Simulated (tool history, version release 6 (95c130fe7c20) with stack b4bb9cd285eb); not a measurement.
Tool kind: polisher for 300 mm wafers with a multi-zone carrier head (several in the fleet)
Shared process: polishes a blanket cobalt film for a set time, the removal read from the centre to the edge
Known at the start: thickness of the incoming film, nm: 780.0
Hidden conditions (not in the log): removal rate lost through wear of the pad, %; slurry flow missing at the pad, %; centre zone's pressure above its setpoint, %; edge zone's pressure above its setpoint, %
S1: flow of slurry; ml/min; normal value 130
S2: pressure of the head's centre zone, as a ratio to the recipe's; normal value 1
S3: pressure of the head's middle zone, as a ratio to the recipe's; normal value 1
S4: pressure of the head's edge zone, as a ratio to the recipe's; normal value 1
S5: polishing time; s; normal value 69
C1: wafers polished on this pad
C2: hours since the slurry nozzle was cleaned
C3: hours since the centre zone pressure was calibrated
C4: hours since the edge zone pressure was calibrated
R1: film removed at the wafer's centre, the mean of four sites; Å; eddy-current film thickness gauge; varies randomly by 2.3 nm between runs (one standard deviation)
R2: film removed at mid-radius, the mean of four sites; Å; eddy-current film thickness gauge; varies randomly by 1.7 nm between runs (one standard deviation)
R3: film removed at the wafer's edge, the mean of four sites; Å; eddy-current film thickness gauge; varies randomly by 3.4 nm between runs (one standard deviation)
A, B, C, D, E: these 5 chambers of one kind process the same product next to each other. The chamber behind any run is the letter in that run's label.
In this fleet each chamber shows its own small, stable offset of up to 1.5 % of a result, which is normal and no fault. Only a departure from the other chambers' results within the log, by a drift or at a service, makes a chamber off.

At hour 1.3: chamber C: worn pad replaced by a new one.
Run 1A, hour 4.2: usual settings; C1 200; C2 343.2; C3 55.8; C4 1191.3. Result: R1 2467.5 Å, R2 2481.3 Å, R3 2513.2 Å.
Run 2E, hour 8.8: usual settings; C1 394; C2 128; C3 88.7; C4 547.9. Result: R1 2523.4 Å, R2 2502.9 Å, R3 2531.9 Å.
Run 3C, hour 14.7: usual settings; C1 117; C2 74.9; C3 179.5; C4 34.9. Result: R1 2486.4 Å, R2 2488.4 Å, R3 2503.5 Å.
Run 4D, hour 17.8: usual settings; C1 248; C2 69.5; C3 138; C4 981.5. Result: R1 2475.7 Å, R2 2493.6 Å, R3 2474.7 Å.
Run 5B, hour 21.1: usual settings; C1 634; C2 148.9; C3 521.9; C4 283.6. Result: R1 2489.6 Å, R2 2478.7 Å, R3 2445.9 Å.
Run 6B, hour 27.4: usual settings; C1 689; C2 155.2; C3 528.2; C4 289.9. Result: R1 2530.2 Å, R2 2470.3 Å, R3 2529.9 Å.
Run 7D, hour 31.4: usual settings; C1 367; C2 83.1; C3 151.6; C4 995.1. Result: R1 2488.9 Å, R2 2496.2 Å, R3 2468.1 Å.
Run 8E, hour 34.7: usual settings; C1 620; C2 153.9; C3 114.6; C4 573.8. Result: R1 2503.2 Å, R2 2496.3 Å, R3 2546.8 Å.
Run 9C, hour 40.4: usual settings; C1 341; C2 100.6; C3 205.2; C4 60.6. Result: R1 2467.1 Å, R2 2479.5 Å, R3 2492.3 Å.
Run 10A, hour 43.7: usual settings; C1 545; C2 382.7; C3 95.3; C4 1230.8. Result: R1 2514.6 Å, R2 2488.2 Å, R3 2512.6 Å.
At hour 45.5: chamber A: worn pad replaced by a new one.
Run 11A, hour 48.2: usual settings; C1 24; C2 387.2; C3 99.8; C4 1235.3. Result: R1 2497.5 Å, R2 2485.2 Å, R3 2513.5 Å.
Run 12B, hour 51.6: usual settings; C1 900; C2 179.4; C3 552.4; C4 314.1. Result: R1 2505.6 Å, R2 2457.8 Å, R3 2425 Å.
At hour 52.3: chamber B: worn pad replaced by a new one.
At hour 54.2: chamber D: worn pad replaced by a new one.
Run 13E, hour 55.8: usual settings; C1 804; C2 175; C3 135.7; C4 594.9. Result: R1 2466.8 Å, R2 2517.5 Å, R3 2557.6 Å.
Run 14D, hour 60.6: usual settings; C1 56; C2 112.3; C3 180.8; C4 1024.3. Result: R1 2553.8 Å, R2 2501 Å, R3 2548.9 Å.
Run 15C, hour 65.6: usual settings but S2 0.96, S3 0.9; C1 561; C2 125.8; C3 230.4; C4 85.8. Result: R1 2366 Å, R2 2259.7 Å, R3 2448.8 Å.
Run 16B, hour 71.9: usual settings but S2 0.96, S3 0.9; C1 171; C2 199.7; C3 572.7; C4 334.4. Result: R1 2353.9 Å, R2 2245.3 Å, R3 2513.7 Å.
Run 17E, hour 77.4: usual settings but S2 0.96, S3 0.9; C1 993; C2 196.6; C3 157.3; C4 616.5. Result: R1 2333.2 Å, R2 2265.6 Å, R3 2549.8 Å.
At hour 78.6: chamber E: worn pad replaced by a new one.
Run 18C, hour 82.7: usual settings but S2 0.96, S3 0.9; C1 711; C2 142.9; C3 247.5; C4 102.9. Result: R1 2362.7 Å, R2 2247.6 Å, R3 2547.3 Å.
Run 19A, hour 86.6: usual settings but S2 0.96, S3 0.9; C1 359; C2 425.6; C3 138.2; C4 1273.7. Result: R1 2382.7 Å, R2 2254.2 Å, R3 2454.8 Å.
Run 20D, hour 90.8: usual settings; C1 320; C2 142.5; C3 211; C4 1054.5. Result: R1 2454.7 Å, R2 2487.3 Å, R3 2502.2 Å.
At hour 91.1: chamber C: worn pad replaced by a new one.
Run 21E, hour 94.4: usual settings; C1 138; C2 213.6; C3 174.3; C4 633.5. Result: R1 2492.9 Å, R2 2479.9 Å, R3 2502.9 Å.
At hour 97: chamber A: edge zone pressure recalibrated.
Run 22D, hour 98.4: usual settings; C1 386; C2 150.1; C3 218.6; C4 1062.1. Result: R1 2481 Å, R2 2500.9 Å, R3 2504.2 Å.
Run 23C, hour 101.6: usual settings but S5 86 s; C1 92; C2 161.8; C3 266.4; C4 121.8. Result: R1 3015 Å, R2 3101 Å, R3 3113.4 Å.
Run 24B, hour 104.6: usual settings but S5 86 s; C1 457; C2 232.4; C3 605.4; C4 367.1. Result: R1 3098.5 Å, R2 3089.6 Å, R3 3088.8 Å.
Run 25A, hour 109.4: usual settings but S5 86 s; C1 558; C2 448.4; C3 161; C4 12.5. Result: R1 3029.1 Å, R2 3010.3 Å, R3 3123.6 Å.
At hour 111.4: chamber E: slurry nozzle cleaned.
Run 26D, hour 113.1: usual settings but S5 86 s; C1 515; C2 164.8; C3 233.3; C4 1076.8. Result: R1 3047.7 Å, R2 3121.4 Å, R3 3097.9 Å.
Run 27E, hour 118.7: usual settings but S5 86 s; C1 350; C2 7.3; C3 198.6; C4 657.8. Result: R1 3097 Å, R2 3139.4 Å, R3 3147 Å.
At hour 118.9: chamber A: worn pad replaced by a new one.
Run 28C, hour 123.4: usual settings; C1 282; C2 183.6; C3 288.2; C4 143.6. Result: R1 2499.8 Å, R2 2475.2 Å, R3 2509 Å.
At hour 123.5: chamber D: worn pad replaced by a new one.
Run 29A, hour 127.6: usual settings; C1 76; C2 466.6; C3 179.2; C4 30.7. Result: R1 2438.2 Å, R2 2410.3 Å, R3 2501.5 Å.
Run 30B, hour 133.4: usual settings; C1 708; C2 261.2; C3 634.2; C4 395.9. Result: R1 2471.4 Å, R2 2499.6 Å, R3 2516.8 Å.
Run 31E, hour 138.7: usual settings; C1 525; C2 27.3; C3 218.6; C4 677.8. Result: R1 2472.1 Å, R2 2515.4 Å, R3 2513.6 Å.
Run 32C, hour 142.2: usual settings; C1 446; C2 202.4; C3 307; C4 162.4. Result: R1 2490.4 Å, R2 2497.4 Å, R3 2475.4 Å.
Run 33B, hour 146.8: usual settings; C1 826; C2 274.6; C3 647.6; C4 409.3. Result: R1 2476.6 Å, R2 2483.3 Å, R3 2493.2 Å.
At hour 151: chamber B: worn pad replaced by a new one.
Run 34A, hour 152.7: usual settings; C1 295; C2 491.7; C3 204.3; C4 55.8. Result: R1 2392 Å, R2 2379.6 Å, R3 2420.5 Å.
Run 35D, hour 156.2: usual settings; C1 286; C2 207.9; C3 276.4; C4 1119.9. Result: R1 2479.6 Å, R2 2519.1 Å, R3 2484.3 Å.
Run 36C, hour 161.9: usual settings; C1 618; C2 222.1; C3 326.7; C4 182.1. Result: R1 2463.8 Å, R2 2474.1 Å, R3 2514.4 Å.
Run 37E, hour 165.1: usual settings; C1 755; C2 53.7; C3 245; C4 704.2. Result: R1 2528.1 Å, R2 2515 Å, R3 2464.2 Å.
Run 38A, hour 169.9: usual settings; C1 445; C2 508.9; C3 221.5; C4 73. Result: R1 2311.1 Å, R2 2342.6 Å, R3 2462.7 Å.
Run 39D, hour 173: usual settings; C1 433; C2 224.7; C3 293.2; C4 1136.7. Result: R1 2464.3 Å, R2 2501.8 Å, R3 2487 Å.
At hour 175.3: chamber A: worn pad replaced by a new one.
At hour 177.4: chamber E: worn pad replaced by a new one.
Run 40B, hour 177.4: usual settings; C1 231; C2 305.2; C3 678.2; C4 439.9. Result: R1 2531.2 Å, R2 2483.2 Å, R3 2548.7 Å.
Run 41D, hour 182.6: usual settings; C1 516; C2 234.3; C3 302.8; C4 1146.3. Result: R1 2508.7 Å, R2 2504.3 Å, R3 2443.2 Å.
Run 42A, hour 185.9: usual settings; C1 92; C2 524.9; C3 237.5; C4 89. Result: R1 2310.6 Å, R2 2327.5 Å, R3 2352.1 Å.
Run 43E, hour 191: usual settings; C1 119; C2 79.6; C3 270.9; C4 730.1. Result: R1 2479.1 Å, R2 2549.6 Å, R3 2494.6 Å.

Read the log: is a single chamber off, either drifting away or since a service, is the gauge that measures every chamber drifting, or is nothing wrong beyond small per-chamber offsets? Name any odd chamber and what most likely caused it.

One chamber, A, drifts off from the rest bit by bit.
Likeliest cause: slurry flow missing at the pad, % = 29.6.

Below are 4 candidate recipes for chamber A's next run, each the usual settings with a change, their results shown as question marks. Which of them brings A's results back in line with what the other chambers give on the usual settings?
Allowed miss from the other chambers' usual-settings mean, per result, to count as in line: R1 81 Å; R2 61 Å; R3 120 Å
Run 44A-1, hour 195.6: usual settings but S2 0.99, S3 0.99, S4 1.01, S5 68 s. Result: R1 ?, R2 ?, R3 ?.
Run 44A-2, hour 195.6: usual settings but S2 1.01, S3 1.01, S4 0.99, S5 70 s. Result: R1 ?, R2 ?, R3 ?.
Run 44A-3, hour 195.6: usual settings but S1 125 ml/min, S2 0.98, S3 0.98, S4 1.02, S5 65 s. Result: R1 ?, R2 ?, R3 ?.
Run 44A-4, hour 195.6: usual settings but S1 135 ml/min, S2 1.02, S3 1.02, S4 0.98, S5 73 s. Result: R1 ?, R2 ?, R3 ?.

What the other chambers average on the usual settings: R1 2484.4 Å; R2 2498.2 Å; R3 2501.4 Å
  run      R1      R2      R3
44A-1  2190.9  2230.4  2347.8
44A-2  2305.2  2337.8  2390.8
44A-3  2042.6  2087.4  2238.4
44A-4  2461.4  2487.3  2498.2
It is 44A-4 that realigns the chamber with its peers.

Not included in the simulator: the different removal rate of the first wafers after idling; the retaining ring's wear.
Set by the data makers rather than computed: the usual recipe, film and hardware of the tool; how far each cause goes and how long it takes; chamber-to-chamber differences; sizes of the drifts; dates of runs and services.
